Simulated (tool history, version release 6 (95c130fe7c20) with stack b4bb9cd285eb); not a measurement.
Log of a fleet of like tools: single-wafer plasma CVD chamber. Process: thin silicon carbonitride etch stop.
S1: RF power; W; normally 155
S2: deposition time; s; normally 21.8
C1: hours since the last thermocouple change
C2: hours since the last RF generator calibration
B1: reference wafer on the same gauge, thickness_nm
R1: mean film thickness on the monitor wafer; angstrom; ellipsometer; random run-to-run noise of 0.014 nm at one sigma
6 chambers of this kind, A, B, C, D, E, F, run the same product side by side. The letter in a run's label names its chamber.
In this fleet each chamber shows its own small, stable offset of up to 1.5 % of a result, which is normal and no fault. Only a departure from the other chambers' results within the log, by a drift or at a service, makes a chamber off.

run	hour	S1	S2	C1	C2	B1	R1
1D	7.9	155	21.8	366.8	438.2	13.399	115.340
2E	21.2	155	21.8	404.9	749.9	13.394	114.430
3F	36.7	155	21.8	1257.3	2589.0	13.398	114.930
# hour 42.3: chamber F: RF generator calibrated
4B	49.4	155	21.8	78.2	677.4	13.392	114.590
5C	61.4	155	21.8	473.6	2087.4	13.388	115.100
6A	76.7	155	21.8	1448.9	793.6	13.388	116.510
7A	83.6	155	21.8	1455.8	800.5	13.389	116.230
8C	97.8	155	21.8	510.0	2123.8	13.384	115.080
9D	112.1	155	18.8	471.0	542.4	13.382	99.246
10E	121.9	155	18.8	505.6	850.6	13.380	98.465
11B	137.2	155	18.8	166.0	765.2	13.383	98.875
12F	144.8	155	18.8	1365.4	102.6	13.377	99.226
13C	158.6	155	18.8	570.8	2184.6	13.382	99.197
14A	172.4	155	18.8	1544.6	889.3	13.378	100.170
15F	180.6	155	21.8	1401.2	138.4	13.376	114.920
16E	195.5	155	21.8	579.2	924.2	13.372	113.950
17B	203.6	155	21.8	232.4	831.6	13.370	114.270
18D	212.0	155	21.8	570.9	642.3	13.372	115.100
19B	220.3	155	21.8	249.1	848.3	13.371	114.600
20C	235.6	155	21.8	647.8	2261.6	13.369	114.970
21A	249.2	155	18.0	1621.4	966.1	13.371	95.807
22E	261.2	155	18.0	644.9	989.9	13.365	94.148
23D	275.4	155	18.0	634.3	705.7	13.364	94.922
24F	283.8	155	18.0	1504.4	241.6	13.360	94.502
# hour 289.2: chamber B: RF generator calibrated
25A	292.6	155	18.0	1664.8	1009.5	13.364	95.735
26F	306.1	155	18.0	1526.7	263.9	13.358	94.554
27D	315.3	155	21.8	674.2	745.6	13.356	115.050
28B	327.1	155	26.0	355.9	37.9	13.355	136.710
29E	340.6	155	26.0	724.3	1069.3	13.357	135.860
30C	349.4	155	26.0	761.6	2375.4	13.346	136.600
31A	358.2	155	26.0	1730.4	1075.1	13.349	138.070
32F	369.8	155	26.0	1590.4	327.6	13.351	136.450
33C	382.0	155	26.0	794.2	2408.0	13.349	136.380
34D	394.0	155	21.8	752.9	824.3	13.351	114.670
35B	408.7	155	21.8	437.5	119.5	13.343	114.370
36E	417.9	155	21.8	801.6	1146.6	13.343	114.060
37B	424.6	155	19.4	453.4	135.4	13.345	101.600
38F	438.1	155	19.4	1658.7	395.9	13.338	101.760
39A	445.5	155	19.4	1817.7	1162.4	13.338	103.250
40E	455.8	155	19.4	839.5	1184.5	13.336	101.320
41D	468.0	155	19.4	826.9	898.3	13.335	102.120

Each of the 6 chambers runs these same settings next. Fill in every chamber's results:
42A	479.2	155	21.8				?
42B	479.2	155	21.8				?
42C	479.2	155	21.8				?
42D	479.2	155	21.8				?
42E	479.2	155	21.8				?
42F	479.2	155	21.8				?

run	R1
42A	115.740
42B	114.130
42C	114.760
42D	114.690
42E	113.900
42F	114.630
